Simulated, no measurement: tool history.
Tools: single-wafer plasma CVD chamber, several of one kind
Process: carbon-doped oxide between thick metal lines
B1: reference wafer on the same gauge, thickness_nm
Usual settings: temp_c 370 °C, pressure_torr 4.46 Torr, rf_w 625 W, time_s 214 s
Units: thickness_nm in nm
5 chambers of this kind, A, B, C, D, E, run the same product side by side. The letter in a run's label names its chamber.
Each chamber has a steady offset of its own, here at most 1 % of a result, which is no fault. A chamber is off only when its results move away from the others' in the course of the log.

run 1C hour=9.7 | temp_c=370 pressure_torr=4.46 rf_w=625 time_s=214 | B1=1050 | thickness_nm=1147.9
run 2E hour=23.4 | temp_c=370 pressure_torr=4.46 rf_w=625 time_s=214 | B1=1050.4 | thickness_nm=1158.8
run 3B hour=31.1 | temp_c=370 pressure_torr=4.46 rf_w=625 time_s=214 | B1=1049.1 | thickness_nm=1154.2
run 4A hour=41.1 | temp_c=370 pressure_torr=4.46 rf_w=625 time_s=214 | B1=1050.7 | thickness_nm=1153
run 5D hour=47.9 | temp_c=370 pressure_torr=4.46 rf_w=625 time_s=214 | B1=1050.5 | thickness_nm=1170.1
run 6D hour=58.5 | temp_c=370 pressure_torr=4.46 rf_w=625 time_s=214 | B1=1050.7 | thickness_nm=1156.8
-- hour=66.3 chamber D: thermocouple changed; heater temperature recalibrated
run 7B hour=68.2 | temp_c=370 pressure_torr=4.46 rf_w=625 time_s=214 | B1=1049.1 | thickness_nm=1162.4
run 8A hour=79.6 | temp_c=370 pressure_torr=4.04 rf_w=525 time_s=214 | B1=1051.1 | thickness_nm=1020.4
run 9C hour=92.6 | temp_c=370 pressure_torr=4.04 rf_w=525 time_s=214 | B1=1049.7 | thickness_nm=1026.7
run 10E hour=98.7 | temp_c=370 pressure_torr=4.04 rf_w=525 time_s=214 | B1=1049.6 | thickness_nm=1030.2
run 11C hour=108.2 | temp_c=370 pressure_torr=4.04 rf_w=525 time_s=214 | B1=1049.6 | thickness_nm=1024
-- hour=112.1 chamber B: RF generator calibrated
run 12B hour=118.5 | temp_c=370 pressure_torr=4.04 rf_w=525 time_s=214 | B1=1049.9 | thickness_nm=1037.8
run 13A hour=130 | temp_c=370 pressure_torr=4.46 rf_w=720 time_s=193 | B1=1050.2 | thickness_nm=1125
run 14E hour=138.7 | temp_c=370 pressure_torr=4.46 rf_w=720 time_s=193 | B1=1052 | thickness_nm=1151.6
-- hour=142.9 chamber C: capacitance manometer re-zeroed and calibrated
run 15D hour=152.7 | temp_c=370 pressure_torr=4.46 rf_w=720 time_s=193 | B1=1051.3 | thickness_nm=1145.5
run 16E hour=161.5 | temp_c=370 pressure_torr=4.46 rf_w=720 time_s=193 | B1=1049.4 | thickness_nm=1141.6
run 17B hour=171.2 | temp_c=370 pressure_torr=4.46 rf_w=720 time_s=193 | B1=1049.9 | thickness_nm=1137.8
-- hour=171.9 chamber C: thermocouple changed; heater temperature recalibrated
run 18A hour=177.5 | temp_c=370 pressure_torr=4.46 rf_w=625 time_s=214 | B1=1049.9 | thickness_nm=1154
run 19D hour=184.4 | temp_c=370 pressure_torr=4.46 rf_w=625 time_s=214 | B1=1050.6 | thickness_nm=1152
run 20C hour=193.7 | temp_c=360 pressure_torr=4.46 rf_w=625 time_s=214 | B1=1050.4 | thickness_nm=1179.5
run 21C hour=200.1 | temp_c=360 pressure_torr=4.46 rf_w=625 time_s=214 | B1=1049.6 | thickness_nm=1184
run 22D hour=209.7 | temp_c=360 pressure_torr=4.46 rf_w=625 time_s=214 | B1=1051.3 | thickness_nm=1196
run 23B hour=220.2 | temp_c=360 pressure_torr=4.46 rf_w=625 time_s=214 | B1=1050.7 | thickness_nm=1198
run 24A hour=232.6 | temp_c=360 pressure_torr=4.46 rf_w=625 time_s=214 | B1=1049.1 | thickness_nm=1176.9
run 25E hour=244 | temp_c=370 pressure_torr=4.46 rf_w=625 time_s=214 | B1=1049.4 | thickness_nm=1165.2
-- hour=251.3 chamber C: RF generator calibrated
run 26E hour=253.2 | temp_c=370 pressure_torr=4.46 rf_w=625 time_s=214 | B1=1051.1 | thickness_nm=1154.3
run 27B hour=263.9 | temp_c=370 pressure_torr=4.46 rf_w=625 time_s=214 | B1=1051.1 | thickness_nm=1161.6
run 28D hour=277.8 | temp_c=370 pressure_torr=4.46 rf_w=625 time_s=214 | B1=1050.1 | thickness_nm=1165.2
run 29C hour=289 | temp_c=370 pressure_torr=4.46 rf_w=625 time_s=214 | B1=1051.4 | thickness_nm=1159.6
run 30A hour=296.4 | temp_c=370 pressure_torr=4.46 rf_w=625 time_s=214 | B1=1051 | thickness_nm=1156
run 31E hour=310.4 | temp_c=370 pressure_torr=4.46 rf_w=625 time_s=214 | B1=1049.9 | thickness_nm=1160.5
run 32D hour=320.2 | temp_c=370 pressure_torr=4.46 rf_w=625 time_s=214 | B1=1050 | thickness_nm=1160.8

Next, every chamber runs the same settings. What will each give?
run 33A hour=330.4 | temp_c=370 pressure_torr=4.46 rf_w=625 time_s=214 | thickness_nm=?
run 33B hour=330.4 | temp_c=370 pressure_torr=4.46 rf_w=625 time_s=214 | thickness_nm=?
run 33C hour=330.4 | temp_c=370 pressure_torr=4.46 rf_w=625 time_s=214 | thickness_nm=?
run 33D hour=330.4 | temp_c=370 pressure_torr=4.46 rf_w=625 time_s=214 | thickness_nm=?
run 33E hour=330.4 | temp_c=370 pressure_torr=4.46 rf_w=625 time_s=214 | thickness_nm=?

run=33A thickness_nm=1159.4
run=33B thickness_nm=1162.1
run=33C thickness_nm=1164.2
run=33D thickness_nm=1163.4
run=33E thickness_nm=1154
